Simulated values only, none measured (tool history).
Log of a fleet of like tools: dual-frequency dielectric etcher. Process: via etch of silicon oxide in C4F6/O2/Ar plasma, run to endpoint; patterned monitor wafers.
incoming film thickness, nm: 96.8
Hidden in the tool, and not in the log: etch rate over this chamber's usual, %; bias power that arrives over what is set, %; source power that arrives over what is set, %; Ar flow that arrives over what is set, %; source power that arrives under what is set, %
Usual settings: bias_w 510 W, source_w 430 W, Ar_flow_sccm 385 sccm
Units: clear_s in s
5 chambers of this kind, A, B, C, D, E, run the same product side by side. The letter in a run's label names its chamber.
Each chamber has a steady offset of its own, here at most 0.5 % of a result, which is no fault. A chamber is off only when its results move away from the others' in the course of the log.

run   hour  bias_w  source_w  Ar_flow_sccm  hours since the last wet clean  hours since the last bias power generator calibration  hours since the last source power generator calibration  hours since the last Ar flow controller change  clear_s
 1E    2.7     510       430           385                           335.1                                                  332.6                                                   1683.6                                             631   21.174
 2D    6.6     510       430           385                           144.2                                                 2923.6                                                     1688                                           903.1   21.088
 3A   11.3     510       430           385                           230.7                                                 1946.9                                                   1391.3                                            1423   21.215
 4C   15.8     510       430           385                             333                                                    907                                                   1064.4                                          1329.4   21.113
 5B   19.5     510       430           385                           124.7                                                 1569.2                                                   3470.3                                          4258.7   21.296
 6C   22.8     510       430           385                             340                                                    914                                                   1071.4                                          1336.4   21.092
 7D   27.3     510       430           385                           164.9                                                 2944.3                                                   1708.7                                           923.8   21.069
 8A   30.7     510       430           385                           250.1                                                 1966.3                                                   1410.7                                          1442.4   21.282
 9E   35.6     510       430           385                             368                                                  365.5                                                   1716.5                                           663.9   21.176
10B   38.5     510       430           385                           143.7                                                 1588.2                                                   3489.3                                          4277.7   21.174
      40.9  -- chamber E: wet clean of the chamber
11E   43.6     510       430           385                             2.8                                                  373.5                                                   1724.5                                           671.9   21.178
12A   47.1     455       380           385                           266.5                                                 1982.7                                                   1427.1                                          1458.8   23.107
13D   51.8     455       380           385                           189.4                                                 2968.8                                                   1733.2                                           948.3    23.04
14C   54.5     455       380           385                           371.7                                                  945.7                                                   1103.1                                          1368.1   23.175
15B   59.4     455       380           385                           164.6                                                 1609.1                                                   3510.2                                          4298.6   23.378
16A   64.1     455       380           385                           283.5                                                 1999.7                                                   1444.1                                          1475.8   23.019
17C   68.9     424       320           385                           386.1                                                  960.1                                                   1117.5                                          1382.5   25.203
18E   71.9     424       320           385                            31.1                                                  401.8                                                   1752.8                                           700.2   25.425
19B   74.6     424       320           385                           179.8                                                 1624.3                                                   3525.4                                          4313.8   25.444
20D   78.4     424       320           385                             216                                                 2995.4                                                   1759.8                                           974.9   25.153
21A   81.3     424       320           385                           300.7                                                 2016.9                                                   1461.3                                            1493   24.943
22B   83.9     510       430           385                           189.1                                                 1633.6                                                   3534.7                                          4323.1   21.271
23D   88.5     510       430           385                           226.1                                                 3005.5                                                   1769.9                                             985   21.086
      91.8  -- chamber C: wet clean of the chamber
24E   93.2     510       430           385                            52.4                                                  423.1                                                   1774.1                                           721.5   21.349
25C   95.8     510       430           385                             4.1                                                    987                                                   1144.4                                          1409.4   21.152
26D   98.7     618       430           471                           236.3                                                 3015.7                                                   1780.1                                           995.2   20.008
27A    102     618       430           471                           321.4                                                 2037.6                                                     1482                                          1513.7   19.676
28B    105     618       430           471                           210.2                                                 1654.7                                                   3555.8                                          4344.2   20.219
29E  107.3     618       430           471                            66.5                                                  437.2                                                   1788.2                                           735.6   20.215
30C  110.1     618       430           471                            18.4                                                 1001.3                                                   1158.7                                          1423.7   20.064
31D  113.1     510       430           385                           250.7                                                 3030.1                                                   1794.5                                          1009.6   21.066
32E  117.7     510       430           385                            76.9                                                  447.6                                                   1798.6                                             746    21.35
33B  122.5     510       430           385                           227.7                                                 1672.2                                                   3573.3                                          4361.7   21.181
34A  125.3     510       430           385                           344.7                                                 2060.9                                                   1505.3                                            1537    20.49
35C  127.7     510       430           385                              36                                                 1018.9                                                   1176.3                                          1441.3    21.19
36D  131.2     510       430           385                           268.8                                                 3048.2                                                   1812.6                                          1027.7   20.955
37A  133.6     510       430           385                             353                                                 2069.2                                                   1513.6                                          1545.3   20.355
38E  136.4     510       430           385                            95.6                                                  466.3                                                   1817.3                                           764.7   21.283
39C  140.5     604       430           385                            48.8                                                 1031.7                                                   1189.1                                          1454.1   19.788

What goes on in this fleet: one chamber off, a drifting gauge, or nothing beyond the chambers' own small offsets? Name the chamber and the cause, if any.

Chamber A drifts away from the others.
Cause: etch rate over this chamber's usual, % = 4.2.

Here are 4 candidates for chamber A's next run, each the usual settings with a change, their results left as question marks. Which one brings its results back in line with what the others give on the usual settings?
In line means no further than this from the other chambers' mean on the usual settings: clear_s 0.25 s
40A-1  144.2     510       530           385                                                                                                                                                                                                        ?
40A-2  144.2     422       430           405                                                                                                                                                                                                        ?
40A-3  144.2     510       480           385                                                                                                                                                                                                        ?
40A-4  144.2     458       430           385                                                                                                                                                                                                        ?

The other chambers' mean on the usual settings: clear_s 21.182 s
  run  clear_s
40A-1   18.876
40A-2   22.013
40A-3   19.582
40A-4   21.235
40A-4 brings the chamber back in line.

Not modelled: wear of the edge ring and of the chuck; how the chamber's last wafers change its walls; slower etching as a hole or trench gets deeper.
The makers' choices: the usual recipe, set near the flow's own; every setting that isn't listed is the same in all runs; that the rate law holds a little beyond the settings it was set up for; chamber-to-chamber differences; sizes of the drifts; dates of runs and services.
